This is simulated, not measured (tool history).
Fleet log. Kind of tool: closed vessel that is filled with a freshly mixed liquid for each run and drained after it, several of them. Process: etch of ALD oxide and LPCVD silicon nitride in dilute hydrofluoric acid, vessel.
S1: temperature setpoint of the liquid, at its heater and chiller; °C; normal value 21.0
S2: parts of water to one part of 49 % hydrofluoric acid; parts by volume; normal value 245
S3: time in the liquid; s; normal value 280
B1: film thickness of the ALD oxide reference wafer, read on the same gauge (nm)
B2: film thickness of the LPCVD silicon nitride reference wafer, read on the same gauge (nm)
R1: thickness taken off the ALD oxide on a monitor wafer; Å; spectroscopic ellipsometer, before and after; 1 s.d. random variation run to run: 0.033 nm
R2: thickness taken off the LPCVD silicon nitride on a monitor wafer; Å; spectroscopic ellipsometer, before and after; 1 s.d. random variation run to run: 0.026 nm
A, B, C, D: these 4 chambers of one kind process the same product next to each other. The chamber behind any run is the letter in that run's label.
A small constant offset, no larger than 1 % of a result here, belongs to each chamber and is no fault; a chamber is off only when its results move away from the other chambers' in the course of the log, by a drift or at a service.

run 1A hour=9.5 | S1=21.0 S2=245 S3=280 | B1=150.02 B2=60.007 | R1=87.030 R2=3.5925
run 2B hour=23.3 | S1=21.0 S2=245 S3=280 | B1=150.03 B2=60.000 | R1=87.395 R2=3.8764
run 3C hour=34.5 | S1=21.0 S2=245 S3=280 | B1=150.01 B2=59.992 | R1=87.189 R2=4.1668
run 4D hour=47.5 | S1=21.0 S2=245 S3=280 | B1=150.00 B2=59.994 | R1=87.569 R2=4.0644
run 5A hour=54.5 | S1=21.0 S2=245 S3=280 | B1=149.98 B2=59.987 | R1=87.206 R2=4.7192
run 6C hour=62.6 | S1=21.0 S2=245 S3=280 | B1=149.98 B2=60.007 | R1=86.818 R2=3.9384
run 7B hour=75.6 | S1=21.0 S2=245 S3=280 | B1=150.01 B2=60.009 | R1=87.666 R2=4.3426
run 8D hour=87.4 | S1=21.0 S2=245 S3=280 | B1=150.02 B2=60.008 | R1=87.067 R2=4.4240
run 9B hour=94.6 | S1=21.0 S2=245 S3=280 | B1=150.01 B2=60.014 | R1=87.451 R2=4.8622
run 10D hour=103.4 | S1=21.0 S2=245 S3=280 | B1=150.01 B2=60.017 | R1=87.615 R2=4.1080
run 11C hour=110.8 | S1=25.5 S2=245 S3=280 | B1=150.01 B2=59.999 | R1=101.820 R2=5.2238
run 12A hour=121.4 | S1=25.5 S2=245 S3=280 | B1=150.01 B2=59.992 | R1=102.050 R2=5.5925
run 13C hour=135.5 | S1=25.5 S2=245 S3=280 | B1=149.98 B2=60.001 | R1=102.070 R2=5.7483
-- hour=139.6 chamber C: hydrofluoric acid flow meter replaced
run 14D hour=144.8 | S1=25.5 S2=245 S3=280 | B1=149.98 B2=60.013 | R1=103.140 R2=5.8020
run 15B hour=158.1 | S1=21.0 S2=245 S3=280 | B1=149.98 B2=59.992 | R1=87.907 R2=4.3135
run 16A hour=169.3 | S1=21.0 S2=245 S3=280 | B1=149.99 B2=60.007 | R1=86.853 R2=4.1036
run 17B hour=179.1 | S1=21.0 S2=245 S3=280 | B1=149.99 B2=60.004 | R1=87.482 R2=4.2448
run 18C hour=187.7 | S1=21.0 S2=245 S3=280 | B1=149.99 B2=59.987 | R1=86.832 R2=4.3336
run 19A hour=200.3 | S1=21.0 S2=245 S3=280 | B1=149.98 B2=60.001 | R1=86.334 R2=4.8022
run 20D hour=214.5 | S1=21.0 S2=245 S3=280 | B1=149.99 B2=59.998 | R1=87.714 R2=3.9806
run 21C hour=227.8 | S1=21.0 S2=175 S3=160 | B1=149.99 B2=59.989 | R1=75.457 R2=3.7393
run 22D hour=240.5 | S1=21.0 S2=175 S3=160 | B1=150.00 B2=60.027 | R1=74.843 R2=3.3714
run 23A hour=248.0 | S1=21.0 S2=175 S3=160 | B1=150.00 B2=59.977 | R1=74.176 R2=3.3612
run 24B hour=262.5 | S1=21.0 S2=175 S3=160 | B1=150.01 B2=60.013 | R1=75.271 R2=3.3922
run 25C hour=271.2 | S1=22.5 S2=245 S3=280 | B1=149.99 B2=59.992 | R1=91.948 R2=5.0364
run 26A hour=283.9 | S1=22.5 S2=245 S3=280 | B1=149.99 B2=59.993 | R1=91.498 R2=4.5871
run 27D hour=296.2 | S1=22.5 S2=245 S3=280 | B1=150.00 B2=60.000 | R1=92.983 R2=4.3182
run 28B hour=302.8 | S1=22.5 S2=245 S3=280 | B1=150.00 B2=59.975 | R1=92.156 R2=4.6182
run 29C hour=311.6 | S1=25.0 S2=180 S3=280 | B1=149.97 B2=59.993 | R1=147.150 R2=7.8977
run 30B hour=324.1 | S1=25.0 S2=180 S3=280 | B1=149.99 B2=59.989 | R1=149.880 R2=7.4114

What goes on in this fleet: one chamber off, a drifting gauge, or nothing beyond the chambers' own small offsets? Name the chamber and the cause, if any.

Nothing is wrong: each chamber keeps only its own small, steady offset and the gauge holds still.
